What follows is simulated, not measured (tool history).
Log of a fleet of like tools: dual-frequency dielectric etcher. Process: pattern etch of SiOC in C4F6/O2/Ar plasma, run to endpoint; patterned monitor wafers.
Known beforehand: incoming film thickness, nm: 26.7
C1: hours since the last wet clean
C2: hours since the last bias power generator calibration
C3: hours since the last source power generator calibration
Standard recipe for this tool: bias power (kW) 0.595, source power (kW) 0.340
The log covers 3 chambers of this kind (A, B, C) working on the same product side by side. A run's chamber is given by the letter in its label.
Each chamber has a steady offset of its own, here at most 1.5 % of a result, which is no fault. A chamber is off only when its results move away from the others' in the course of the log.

{"run": "1B", "hour": 7.4, "bias power (kW)": 0.595, "source power (kW)": 0.34, "C1": 569.3, "C2": 3587.3, "C3": 702.2, "endpoint time (s)": 9.0367}
{"run": "2C", "hour": 16.7, "bias power (kW)": 0.595, "source power (kW)": 0.34, "C1": 181.7, "C2": 3125.8, "C3": 981.3, "endpoint time (s)": 8.8082}
{"run": "3A", "hour": 26.4, "bias power (kW)": 0.595, "source power (kW)": 0.34, "C1": 132.9, "C2": 1857.1, "C3": 277.3, "endpoint time (s)": 8.7957}
{"run": "4C", "hour": 32.4, "bias power (kW)": 0.595, "source power (kW)": 0.34, "C1": 197.4, "C2": 3141.5, "C3": 997.0, "endpoint time (s)": 8.8742}
{"run": "5A", "hour": 40.5, "bias power (kW)": 0.595, "source power (kW)": 0.34, "C1": 147.0, "C2": 1871.2, "C3": 291.4, "endpoint time (s)": 8.8132}
{"run": "6B", "hour": 47.2, "bias power (kW)": 0.709, "source power (kW)": 0.39, "C1": 609.1, "C2": 3627.1, "C3": 742.0, "endpoint time (s)": 7.9615}
{"run": "7C", "hour": 56.7, "bias power (kW)": 0.709, "source power (kW)": 0.39, "C1": 221.7, "C2": 3165.8, "C3": 1021.3, "endpoint time (s)": 7.9217}
{"run": "8A", "hour": 64.4, "bias power (kW)": 0.709, "source power (kW)": 0.39, "C1": 170.9, "C2": 1895.1, "C3": 315.3, "endpoint time (s)": 7.8622}
{"run": "9B", "hour": 70.6, "bias power (kW)": 0.595, "source power (kW)": 0.34, "C1": 632.5, "C2": 3650.5, "C3": 765.4, "endpoint time (s)": 8.9187}
{"run": "10B", "hour": 79.3, "bias power (kW)": 0.595, "source power (kW)": 0.34, "C1": 641.2, "C2": 3659.2, "C3": 774.1, "endpoint time (s)": 8.9727}
{"run": "11A", "hour": 84.3, "bias power (kW)": 0.595, "source power (kW)": 0.34, "C1": 190.8, "C2": 1915.0, "C3": 335.2, "endpoint time (s)": 8.8558}
{"run": "12C", "hour": 89.1, "bias power (kW)": 0.595, "source power (kW)": 0.34, "C1": 254.1, "C2": 3198.2, "C3": 1053.7, "endpoint time (s)": 8.9401}
{"run": "13C", "hour": 94.1, "bias power (kW)": 0.595, "source power (kW)": 0.34, "C1": 259.1, "C2": 3203.2, "C3": 1058.7, "endpoint time (s)": 8.8116}
{"run": "14B", "hour": 100.8, "bias power (kW)": 0.595, "source power (kW)": 0.34, "C1": 662.7, "C2": 3680.7, "C3": 795.6, "endpoint time (s)": 8.9374}
{"run": "15A", "hour": 107.2, "bias power (kW)": 0.595, "source power (kW)": 0.34, "C1": 213.7, "C2": 1937.9, "C3": 358.1, "endpoint time (s)": 8.7857}
{"run": "16A", "hour": 115.0, "bias power (kW)": 0.595, "source power (kW)": 0.34, "C1": 221.5, "C2": 1945.7, "C3": 365.9, "endpoint time (s)": 8.8193}
{"run": "17C", "hour": 122.4, "bias power (kW)": 0.595, "source power (kW)": 0.28, "C1": 287.4, "C2": 3231.5, "C3": 1087.0, "endpoint time (s)": 9.5873}
{"run": "18B", "hour": 131.9, "bias power (kW)": 0.595, "source power (kW)": 0.28, "C1": 693.8, "C2": 3711.8, "C3": 826.7, "endpoint time (s)": 9.6595}
{"run": "19A", "hour": 140.8, "bias power (kW)": 0.595, "source power (kW)": 0.28, "C1": 247.3, "C2": 1971.5, "C3": 391.7, "endpoint time (s)": 9.3165}
{"run": "20B", "hour": 145.5, "bias power (kW)": 0.595, "source power (kW)": 0.34, "C1": 707.4, "C2": 3725.4, "C3": 840.3, "endpoint time (s)": 8.9479}
{"run": "21C", "hour": 150.3, "bias power (kW)": 0.595, "source power (kW)": 0.34, "C1": 315.3, "C2": 3259.4, "C3": 1114.9, "endpoint time (s)": 8.9242}
{"run": "22B", "hour": 156.9, "bias power (kW)": 0.494, "source power (kW)": 0.34, "C1": 718.8, "C2": 3736.8, "C3": 851.7, "endpoint time (s)": 9.6531}
{"hour": 164.9, "done": "chamber B: wet clean of the chamber"}
{"run": "23A", "hour": 165.8, "bias power (kW)": 0.494, "source power (kW)": 0.34, "C1": 272.3, "C2": 1996.5, "C3": 416.7, "endpoint time (s)": 9.348}
{"run": "24C", "hour": 175.3, "bias power (kW)": 0.494, "source power (kW)": 0.34, "C1": 340.3, "C2": 3284.4, "C3": 1139.9, "endpoint time (s)": 9.5984}
{"run": "25C", "hour": 182.4, "bias power (kW)": 0.595, "source power (kW)": 0.34, "C1": 347.4, "C2": 3291.5, "C3": 1147.0, "endpoint time (s)": 8.9186}
{"run": "26A", "hour": 187.5, "bias power (kW)": 0.595, "source power (kW)": 0.34, "C1": 294.0, "C2": 2018.2, "C3": 438.4, "endpoint time (s)": 8.7028}
{"run": "27B", "hour": 194.5, "bias power (kW)": 0.595, "source power (kW)": 0.34, "C1": 29.7, "C2": 3774.4, "C3": 889.3, "endpoint time (s)": 8.9789}
{"run": "28A", "hour": 201.1, "bias power (kW)": 0.496, "source power (kW)": 0.38, "C1": 307.6, "C2": 2031.8, "C3": 452.0, "endpoint time (s)": 8.9334}
{"run": "29B", "hour": 210.2, "bias power (kW)": 0.496, "source power (kW)": 0.38, "C1": 45.4, "C2": 3790.1, "C3": 905.0, "endpoint time (s)": 9.1972}
{"run": "30C", "hour": 219.3, "bias power (kW)": 0.496, "source power (kW)": 0.38, "C1": 384.3, "C2": 3328.4, "C3": 1183.9, "endpoint time (s)": 9.1829}
{"run": "31C", "hour": 228.8, "bias power (kW)": 0.595, "source power (kW)": 0.34, "C1": 393.8, "C2": 3337.9, "C3": 1193.4, "endpoint time (s)": 8.8142}
{"run": "32A", "hour": 237.9, "bias power (kW)": 0.595, "source power (kW)": 0.34, "C1": 344.4, "C2": 2068.6, "C3": 488.8, "endpoint time (s)": 8.6254}
{"run": "33B", "hour": 242.6, "bias power (kW)": 0.595, "source power (kW)": 0.34, "C1": 77.8, "C2": 3822.5, "C3": 937.4, "endpoint time (s)": 9.0081}
{"run": "34B", "hour": 250.1, "bias power (kW)": 0.595, "source power (kW)": 0.34, "C1": 85.3, "C2": 3830.0, "C3": 944.9, "endpoint time (s)": 8.9454}
{"run": "35A", "hour": 255.9, "bias power (kW)": 0.595, "source power (kW)": 0.34, "C1": 362.4, "C2": 2086.6, "C3": 506.8, "endpoint time (s)": 8.539}
{"run": "36C", "hour": 261.4, "bias power (kW)": 0.595, "source power (kW)": 0.34, "C1": 426.4, "C2": 3370.5, "C3": 1226.0, "endpoint time (s)": 8.9005}
{"hour": 263.2, "done": "chamber A: bias power generator calibrated"}
{"run": "37B", "hour": 268.5, "bias power (kW)": 0.595, "source power (kW)": 0.34, "C1": 103.7, "C2": 3848.4, "C3": 963.3, "endpoint time (s)": 9.0061}
{"run": "38A", "hour": 277.4, "bias power (kW)": 0.595, "source power (kW)": 0.34, "C1": 383.9, "C2": 14.3, "C3": 528.3, "endpoint time (s)": 8.5085}
{"run": "39C", "hour": 283.3, "bias power (kW)": 0.595, "source power (kW)": 0.34, "C1": 448.3, "C2": 3392.4, "C3": 1247.9, "endpoint time (s)": 8.9098}
{"run": "40A", "hour": 289.2, "bias power (kW)": 0.595, "source power (kW)": 0.34, "C1": 395.7, "C2": 26.1, "C3": 540.1, "endpoint time (s)": 8.5025}
{"run": "41B", "hour": 297.8, "bias power (kW)": 0.595, "source power (kW)": 0.34, "C1": 133.0, "C2": 3877.7, "C3": 992.6, "endpoint time (s)": 8.9711}

All 3 chambers run these settings next. Forecast each chamber's results:
{"run": "42A", "hour": 304.8, "bias power (kW)": 0.595, "source power (kW)": 0.31, "endpoint time (s)": "?"}
{"run": "42B", "hour": 304.8, "bias power (kW)": 0.595, "source power (kW)": 0.31, "endpoint time (s)": "?"}
{"run": "42C", "hour": 304.8, "bias power (kW)": 0.595, "source power (kW)": 0.31, "endpoint time (s)": "?"}

run=42A endpoint_time_(s)=8.7428
run=42B endpoint_time_(s)=9.2568
run=42C endpoint_time_(s)=9.1851

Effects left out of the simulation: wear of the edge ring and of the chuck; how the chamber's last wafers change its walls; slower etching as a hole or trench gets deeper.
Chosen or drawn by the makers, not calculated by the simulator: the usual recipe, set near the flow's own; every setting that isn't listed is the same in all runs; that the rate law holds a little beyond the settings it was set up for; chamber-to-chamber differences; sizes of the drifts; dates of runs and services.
